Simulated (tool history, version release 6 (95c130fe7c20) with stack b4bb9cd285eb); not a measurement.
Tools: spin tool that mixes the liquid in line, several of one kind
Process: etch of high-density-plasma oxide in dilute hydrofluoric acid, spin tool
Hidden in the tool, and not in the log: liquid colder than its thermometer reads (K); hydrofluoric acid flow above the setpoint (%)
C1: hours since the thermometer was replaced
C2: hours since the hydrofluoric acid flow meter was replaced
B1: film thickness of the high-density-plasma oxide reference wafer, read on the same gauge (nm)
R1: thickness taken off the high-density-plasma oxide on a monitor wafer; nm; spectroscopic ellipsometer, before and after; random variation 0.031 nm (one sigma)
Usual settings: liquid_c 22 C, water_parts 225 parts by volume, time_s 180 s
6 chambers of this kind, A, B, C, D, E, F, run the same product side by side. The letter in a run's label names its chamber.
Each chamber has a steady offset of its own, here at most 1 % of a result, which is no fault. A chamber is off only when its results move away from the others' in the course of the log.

run 1A day=0.217 | liquid_c=22 water_parts=225 time_s=180 | C1=954.9 C2=261.3 | B1=39.98 | R1=3.8017
-- day=0.367 chamber B: thermometer replaced
run 2B day=0.408 | liquid_c=22 water_parts=225 time_s=180 | C1=1.1 C2=43.7 | B1=40.008 | R1=3.7977
run 3F day=0.538 | liquid_c=22 water_parts=225 time_s=180 | C1=1498.3 C2=76.8 | B1=39.999 | R1=3.7407
run 4E day=0.721 | liquid_c=22 water_parts=225 time_s=180 | C1=656.1 C2=22.4 | B1=40.022 | R1=3.7598
run 5C day=0.954 | liquid_c=22 water_parts=225 time_s=180 | C1=419.3 C2=695.4 | B1=40.003 | R1=3.7854
run 6D day=1.188 | liquid_c=22 water_parts=225 time_s=180 | C1=896.3 C2=669.2 | B1=39.982 | R1=3.7659
run 7D day=1.312 | liquid_c=22 water_parts=225 time_s=180 | C1=899.3 C2=672.2 | B1=40.041 | R1=3.7295
run 8E day=1.483 | liquid_c=22 water_parts=225 time_s=180 | C1=674.4 C2=40.7 | B1=40.056 | R1=3.6774
run 9C day=1.688 | liquid_c=22 water_parts=225 time_s=180 | C1=436.9 C2=713 | B1=40.009 | R1=3.7574
run 10F day=1.95 | liquid_c=22 water_parts=330 time_s=180 | C1=1532.2 C2=110.7 | B1=40.038 | R1=2.3525
run 11A day=2.192 | liquid_c=22 water_parts=330 time_s=180 | C1=1002.3 C2=308.7 | B1=39.976 | R1=2.3135
-- day=2.196 chamber D: hydrofluoric acid flow meter replaced
run 12B day=2.429 | liquid_c=22 water_parts=330 time_s=180 | C1=49.6 C2=92.2 | B1=40.005 | R1=2.2869
run 13C day=2.567 | liquid_c=22 water_parts=330 time_s=180 | C1=458 C2=734.1 | B1=40.017 | R1=2.3114
run 14A day=2.804 | liquid_c=22 water_parts=330 time_s=180 | C1=1017 C2=323.4 | B1=40.012 | R1=2.2903
run 15D day=2.996 | liquid_c=22 water_parts=330 time_s=180 | C1=939.7 C2=19.2 | B1=39.999 | R1=2.3481
run 16E day=3.212 | liquid_c=22 water_parts=225 time_s=180 | C1=715.9 C2=82.2 | B1=40.007 | R1=3.7259
run 17F day=3.338 | liquid_c=22 water_parts=225 time_s=180 | C1=1565.5 C2=144 | B1=39.986 | R1=3.7496
run 18B day=3.517 | liquid_c=22 water_parts=225 time_s=180 | C1=75.7 C2=118.3 | B1=40.018 | R1=3.7563
run 19B day=3.708 | liquid_c=22 water_parts=225 time_s=180 | C1=80.3 C2=122.9 | B1=39.962 | R1=3.7717
run 20F day=3.888 | liquid_c=22 water_parts=225 time_s=180 | C1=1578.7 C2=157.2 | B1=39.98 | R1=3.7757
run 21C day=4.05 | liquid_c=22 water_parts=225 time_s=180 | C1=493.6 C2=769.7 | B1=39.991 | R1=3.8964
run 22E day=4.325 | liquid_c=22 water_parts=225 time_s=180 | C1=742.6 C2=108.9 | B1=40.01 | R1=3.7256
run 23D day=4.558 | liquid_c=22 water_parts=225 time_s=180 | C1=977.2 C2=56.7 | B1=40.008 | R1=3.7699
run 24A day=4.817 | liquid_c=26.5 water_parts=225 time_s=225 | C1=1065.3 C2=371.7 | B1=40.011 | R1=5.5839
run 25B day=5.008 | liquid_c=26.5 water_parts=225 time_s=225 | C1=111.5 C2=154.1 | B1=40 | R1=5.4936
run 26E day=5.179 | liquid_c=26.5 water_parts=225 time_s=225 | C1=763.1 C2=129.4 | B1=40.013 | R1=5.4675
run 27F day=5.4 | liquid_c=26.5 water_parts=225 time_s=225 | C1=1615 C2=193.5 | B1=40.015 | R1=5.6003
run 28D day=5.571 | liquid_c=26.5 water_parts=225 time_s=225 | C1=1001.5 C2=81 | B1=39.984 | R1=5.5204
run 29C day=5.7 | liquid_c=26.5 water_parts=225 time_s=225 | C1=533.2 C2=809.3 | B1=39.962 | R1=5.9068
run 30A day=5.875 | liquid_c=22 water_parts=225 time_s=180 | C1=1090.7 C2=397.1 | B1=40.007 | R1=3.8045
run 31F day=6.133 | liquid_c=22 water_parts=225 time_s=180 | C1=1632.6 C2=211.1 | B1=40.026 | R1=3.72
run 32A day=6.275 | liquid_c=22 water_parts=225 time_s=180 | C1=1100.3 C2=406.7 | B1=40.005 | R1=3.7668
run 33B day=6.488 | liquid_c=22 water_parts=225 time_s=180 | C1=147 C2=189.6 | B1=39.975 | R1=3.7448
run 34E day=6.692 | liquid_c=22 water_parts=225 time_s=180 | C1=799.4 C2=165.7 | B1=40.023 | R1=3.7558
run 35D day=6.867 | liquid_c=22 water_parts=225 time_s=180 | C1=1032.6 C2=112.1 | B1=40.024 | R1=3.7939
run 36C day=7.058 | liquid_c=22 water_parts=225 time_s=180 | C1=565.8 C2=841.9 | B1=40.002 | R1=4.0498
run 37B day=7.217 | liquid_c=22 water_parts=225 time_s=180 | C1=164.5 C2=207.1 | B1=39.945 | R1=3.7361
run 38A day=7.433 | liquid_c=22 water_parts=225 time_s=180 | C1=1128.1 C2=434.5 | B1=39.959 | R1=3.7656
run 39D day=7.688 | liquid_c=22 water_parts=225 time_s=250 | C1=1052.3 C2=131.8 | B1=40.011 | R1=5.2648
run 40E day=7.933 | liquid_c=22 water_parts=225 time_s=250 | C1=829.2 C2=195.5 | B1=39.988 | R1=5.1441

What goes on in this fleet: one chamber off, a drifting gauge, or nothing beyond the chambers' own small offsets? Name the chamber and the cause, if any.

Chamber C drifts away from the others.
Cause: hydrofluoric acid flow above the setpoint (%) = 7.49.
The log may not tell that from: liquid hotter than its thermometer reads (K).

Here are 4 candidates for chamber C's next run, each the usual settings with a change, their results left as question marks. Which one brings its results back in line with what the others give on the usual settings?
In line means no further than this from the other chambers' mean on the usual settings: R1 0.11 nm
run 41C-1 day=8.133 | liquid_c=22 water_parts=210 time_s=180 | R1=?
run 41C-2 day=8.133 | liquid_c=22.5 water_parts=225 time_s=215 | R1=?
run 41C-3 day=8.133 | liquid_c=19.5 water_parts=225 time_s=180 | R1=?
run 41C-4 day=8.133 | liquid_c=17 water_parts=225 time_s=180 | R1=?

The other chambers' mean on the usual settings: R1 3.7585 nm
run=41C-1 R1=4.4945
run=41C-2 R1=5.0348
run=41C-3 R1=3.7583
run=41C-4 R1=3.4037
41C-3 brings the chamber back in line.
